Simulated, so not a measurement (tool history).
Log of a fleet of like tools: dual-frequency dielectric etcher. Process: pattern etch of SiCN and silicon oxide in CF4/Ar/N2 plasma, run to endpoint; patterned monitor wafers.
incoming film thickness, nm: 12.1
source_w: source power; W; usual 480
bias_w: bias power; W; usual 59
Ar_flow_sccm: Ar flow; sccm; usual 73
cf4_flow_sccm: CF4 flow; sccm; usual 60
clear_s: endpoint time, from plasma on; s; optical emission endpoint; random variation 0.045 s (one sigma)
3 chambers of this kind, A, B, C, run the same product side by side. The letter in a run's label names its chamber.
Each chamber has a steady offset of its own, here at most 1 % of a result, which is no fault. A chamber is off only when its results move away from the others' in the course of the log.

run   hour  source_w  bias_w  Ar_flow_sccm  cf4_flow_sccm  hours since the last wet clean  hours since the last source power generator calibration  hours since the last bias power generator calibration  hours since the last Ar flow controller change  hours since the last CF4 flow controller change  clear_s
 1C   15.6       480      59            73             60                           101.3                                                   2993.8                                                 1468.9                                          1983.7                                            249.0   13.842
 2A   26.1       480      59            73             60                           109.2                                                    108.1                                                 2752.5                                          1670.3                                           1112.3   13.942
 3B   37.1       480      59            73             60                           157.8                                                    234.5                                                  273.3                                          2841.8                                            935.8   13.815
 4A   46.9       480      59            73             60                           130.0                                                    128.9                                                 2773.3                                          1691.1                                           1133.1   13.915
 5C   62.6       480      59            73             60                           148.3                                                   3040.8                                                 1515.9                                          2030.7                                            296.0   13.798
 6B   74.9       480      59            73             60                           195.6                                                    272.3                                                  311.1                                          2879.6                                            973.6   13.746
 7B   85.6       480      59            73             60                           206.3                                                    283.0                                                  321.8                                          2890.3                                            984.3   13.728
 8A   97.4       480      59            73             60                           180.5                                                    179.4                                                 2823.8                                          1741.6                                           1183.6   14.015
 9C  104.3       480      59            73             60                           190.0                                                   3082.5                                                 1557.6                                          2072.4                                            337.7   13.722
10B  119.5       480      59            73             60                           240.2                                                    316.9                                                  355.7                                          2924.2                                           1018.2   13.808
11C  135.2       480      59            73             60                           220.9                                                   3113.4                                                 1588.5                                          2103.3                                            368.6   13.717
12A  143.1       480      59            64             50                           226.2                                                    225.1                                                 2869.5                                          1787.3                                           1229.3   14.070
13C  156.1       480      59            64             50                           241.8                                                   3134.3                                                 1609.4                                          2124.2                                            389.5   13.906
     158.3  -- chamber C: source power generator calibrated
14A  165.2       480      59            64             50                           248.3                                                    247.2                                                 2891.6                                          1809.4                                           1251.4   14.049
15B  175.9       480      59            73             60                           296.6                                                    373.3                                                  412.1                                          2980.6                                           1074.6   13.786
     185.1  -- chamber A: Ar flow controller replaced
16C  188.6       480      59            73             60                           274.3                                                     30.3                                                 1641.9                                          2156.7                                            422.0   13.454
17B  199.4       480      59            73             60                           320.1                                                    396.8                                                  435.6                                          3004.1                                           1098.1   13.758
18A  208.5       480      59            73             60                           291.6                                                    290.5                                                 2934.9                                            23.5                                           1294.7   13.928
19A  221.6       480      59            73             60                           304.7                                                    303.6                                                 2948.0                                            36.6                                           1307.8   14.010
20B  232.9       480      59            73             60                           353.6                                                    430.3                                                  469.1                                          3037.6                                           1131.6   13.796
     234.9  -- chamber A: wet clean of the chamber
21C  245.7       480      59            73             60                           331.4                                                     87.4                                                 1699.0                                          2213.8                                            479.1   13.416
22C  261.4       480      59            73             60                           347.1                                                    103.1                                                 1714.7                                          2229.5                                            494.8   13.504
23A  276.1       480      59            73             60                            41.3                                                    358.1                                                 3002.5                                            91.1                                           1362.3   13.925
     285.1  -- chamber B: wet clean of the chamber
24B  286.2       480      59            58             71                             1.2                                                    483.6                                                  522.4                                          3090.9                                           1184.9   13.044
25C  298.3       480      59            58             71                           384.0                                                    140.0                                                 1751.6                                          2266.4                                            531.7   12.710
26B  309.8       480      59            58             71                            24.8                                                    507.2                                                  546.0                                          3114.5                                           1208.5   13.012
27A  319.2       480      59            73             60                            84.4                                                    401.2                                                 3045.6                                           134.2                                           1405.4   13.918
28A  332.8       480      59            73             60                            98.0                                                    414.8                                                 3059.2                                           147.8                                           1419.0   13.967
29C  346.4       480      59            73             60                           432.1                                                    188.1                                                 1799.7                                          2314.5                                            579.8   13.406
30B  359.2       480      59            73             60                            74.2                                                    556.6                                                  595.4                                          3163.9                                           1257.9   13.782
31A  366.2       480      59            73             60                           131.4                                                    448.2                                                 3092.6                                           181.2                                           1452.4   14.018
32C  379.7       480      59            73             60                           465.4                                                    221.4                                                 1833.0                                          2347.8                                            613.1   13.452
33B  391.0       480      59            73             60                           106.0                                                    588.4                                                  627.2                                          3195.7                                           1289.7   13.784
34C  399.2       480      59            73             60                           484.9                                                    240.9                                                 1852.5                                          2367.3                                            632.6   13.493
35B  408.2       480      59            73             60                           123.2                                                    605.6                                                  644.4                                          3212.9                                           1306.9   13.783
36A  417.3       480      59            73             60                           182.5                                                    499.3                                                 3143.7                                           232.3                                           1503.5   13.941
37B  425.7       550      45            73             60                           140.7                                                    623.1                                                  661.9                                          3230.4                                           1324.4   13.250
38C  434.2       550      45            73             60                           519.9                                                    275.9                                                 1887.5                                          2402.3                                            667.6   13.026
     445.3  -- chamber C: bias power generator calibrated
39A  449.6       550      45            73             60                           214.8                                                    531.6                                                 3176.0                                           264.6                                           1535.8   13.404
40C  458.8       480      59            73             60                           544.5                                                    300.5                                                   13.5                                          2426.9                                            692.2   13.484

Next, every chamber runs the same settings. What will each give?
41A  470.2       480      59            84             60                                                                                                                                                                                                                                                         ?
41B  470.2       480      59            84             60                                                                                                                                                                                                                                                         ?
41C  470.2       480      59            84             60                                                                                                                                                                                                                                                         ?

run  clear_s
41A   14.222
41B   14.077
41C   13.880
